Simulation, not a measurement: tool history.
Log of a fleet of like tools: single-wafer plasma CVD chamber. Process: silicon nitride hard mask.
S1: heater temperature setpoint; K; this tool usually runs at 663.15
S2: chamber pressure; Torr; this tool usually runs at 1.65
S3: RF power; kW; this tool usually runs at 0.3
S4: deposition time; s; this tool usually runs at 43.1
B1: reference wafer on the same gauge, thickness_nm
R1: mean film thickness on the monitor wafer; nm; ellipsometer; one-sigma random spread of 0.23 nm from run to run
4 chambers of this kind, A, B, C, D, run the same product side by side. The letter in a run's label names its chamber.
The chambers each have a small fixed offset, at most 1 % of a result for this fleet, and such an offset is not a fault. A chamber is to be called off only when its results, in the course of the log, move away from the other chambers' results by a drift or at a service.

| run | hour | S1 | S2 | S3 | S4 | B1 | R1 |
|---|---|---|---|---|---|---|---|
| 1C | 4.9 | 663.15 | 1.65 | 0.3 | 43.1 | 58.916 | 50.861 |
| 2B | 8.6 | 663.15 | 1.65 | 0.3 | 43.1 | 58.843 | 49.79 |
| 3D | 12.1 | 663.15 | 1.65 | 0.3 | 43.1 | 58.897 | 50.332 |
| 4A | 16.9 | 663.15 | 1.65 | 0.3 | 43.1 | 58.874 | 50.049 |
| 5A | 21.7 | 663.15 | 1.65 | 0.3 | 43.1 | 58.952 | 50 |
| 6C | 24.4 | 663.15 | 1.65 | 0.3 | 43.1 | 58.912 | 50.446 |
| 7D | 28.8 | 663.15 | 1.65 | 0.3 | 43.1 | 58.929 | 50.467 |
| 8B | 31.8 | 663.15 | 1.65 | 0.3 | 43.1 | 58.902 | 50.059 |
| 9C | 36.5 | 663.15 | 1.65 | 0.3 | 43.1 | 58.922 | 50.85 |
| 10D | 41.4 | 663.15 | 1.65 | 0.3 | 43.1 | 58.889 | 50.325 |
| 11A | 45.2 | 663.15 | 1.65 | 0.3 | 43.1 | 58.947 | 50.242 |
| 12B | 49.6 | 663.15 | 1.65 | 0.3 | 43.1 | 58.872 | 49.522 |
| 13A | 52.8 | 663.15 | 1.65 | 0.35 | 43.1 | 58.913 | 55.65 |
| 14C | 57.2 | 663.15 | 1.65 | 0.35 | 43.1 | 58.938 | 55.713 |
| 15D | 61.8 | 663.15 | 1.65 | 0.35 | 43.1 | 58.894 | 55.589 |
| 16B | 64 | 663.15 | 1.65 | 0.35 | 43.1 | 58.932 | 54.469 |
| 17D | 68.2 | 663.15 | 1.65 | 0.3 | 43.1 | 58.899 | 50.305 |
| 18A | 71 | 663.15 | 1.65 | 0.3 | 43.1 | 58.943 | 50.186 |
| 19C | 75.2 | 663.15 | 1.65 | 0.3 | 43.1 | 58.945 | 50.528 |
| 20B | 78.3 | 668.15 | 1.65 | 0.3 | 43.1 | 58.918 | 48.782 |
| 21D | 82.6 | 668.15 | 1.65 | 0.3 | 43.1 | 58.862 | 50.396 |
| 22B | 86.4 | 668.15 | 1.65 | 0.3 | 43.1 | 58.863 | 48.629 |
| 23C | 89.3 | 668.15 | 1.65 | 0.3 | 43.1 | 58.883 | 50.613 |
| 24A | 93 | 663.15 | 1.65 | 0.3 | 43.1 | 58.872 | 50.376 |
| 25B | 95.2 | 663.15 | 1.65 | 0.3 | 43.1 | 58.821 | 48.25 |
| 26D | 99.3 | 663.15 | 1.65 | 0.3 | 43.1 | 58.882 | 50.288 |
| 27A | 101.5 | 663.15 | 1.65 | 0.3 | 43.1 | 58.929 | 49.986 |
| 28C | 104.8 | 663.15 | 1.65 | 0.3 | 43.1 | 58.894 | 50.723 |
| 29A | 108.3 | 663.15 | 1.65 | 0.3 | 43.1 | 58.949 | 50.104 |
| 30B | 110.7 | 663.15 | 1.5 | 0.3 | 47.3 | 58.89 | 51.431 |
| 31C | 115.5 | 663.15 | 1.5 | 0.3 | 47.3 | 58.9 | 54.417 |
| 32D | 118 | 663.15 | 1.5 | 0.3 | 47.3 | 58.843 | 53.884 |
| 33B | 121.7 | 663.15 | 1.5 | 0.3 | 47.3 | 58.909 | 51.222 |
| 34A | 125.8 | 663.15 | 1.65 | 0.3 | 43.1 | 58.93 | 49.863 |
| 35D | 129.8 | 663.15 | 1.65 | 0.3 | 43.1 | 58.984 | 49.989 |
| 36C | 134.8 | 663.15 | 1.65 | 0.3 | 43.1 | 58.917 | 50.895 |
| 37D | 138.8 | 663.15 | 1.65 | 0.3 | 43.1 | 58.867 | 50.425 |
| 38A | 142.5 | 663.15 | 1.93 | 0.3 | 43.1 | 58.873 | 52.77 |
| 39C | 147 | 663.15 | 1.93 | 0.3 | 43.1 | 58.921 | 53.373 |

Is one chamber off against the others, does the gauge drift, or is nothing wrong? If a chamber is off, say which, and what the likeliest cause is.

Little by little, chamber B moves away from the other chambers.
Most likely cause: delivered RF power below the setpoint (%) = 8.16.

Here are 4 candidates for chamber B's next run, each the usual settings with a change, their results left as question marks. Which one brings its results back in line with what the others give on the usual settings?
Maximum distance from the other chambers' mean on the usual settings for a result to count as in line: R1 0.82 nm
| 40B-1 | 150.5 | 663.15 | 1.67 | 0.3 | 44.2 |  | ? |
| 40B-2 | 150.5 | 663.15 | 1.64 | 0.295 | 42.3 |  | ? |
| 40B-3 | 150.5 | 663.15 | 1.65 | 0.3 | 45.9 |  | ? |
| 40B-4 | 150.5 | 663.15 | 1.62 | 0.29 | 41.4 |  | ? |

Average result of the remaining chambers running the usual settings: R1 50.374 nm
| run | R1 |
|---|---|
| 40B-1 | 48.527 |
| 40B-2 | 45.671 |
| 40B-3 | 50.224 |
| 40B-4 | 44.004 |
40B-3 is the one that brings the chamber's results back in line with the other chambers.
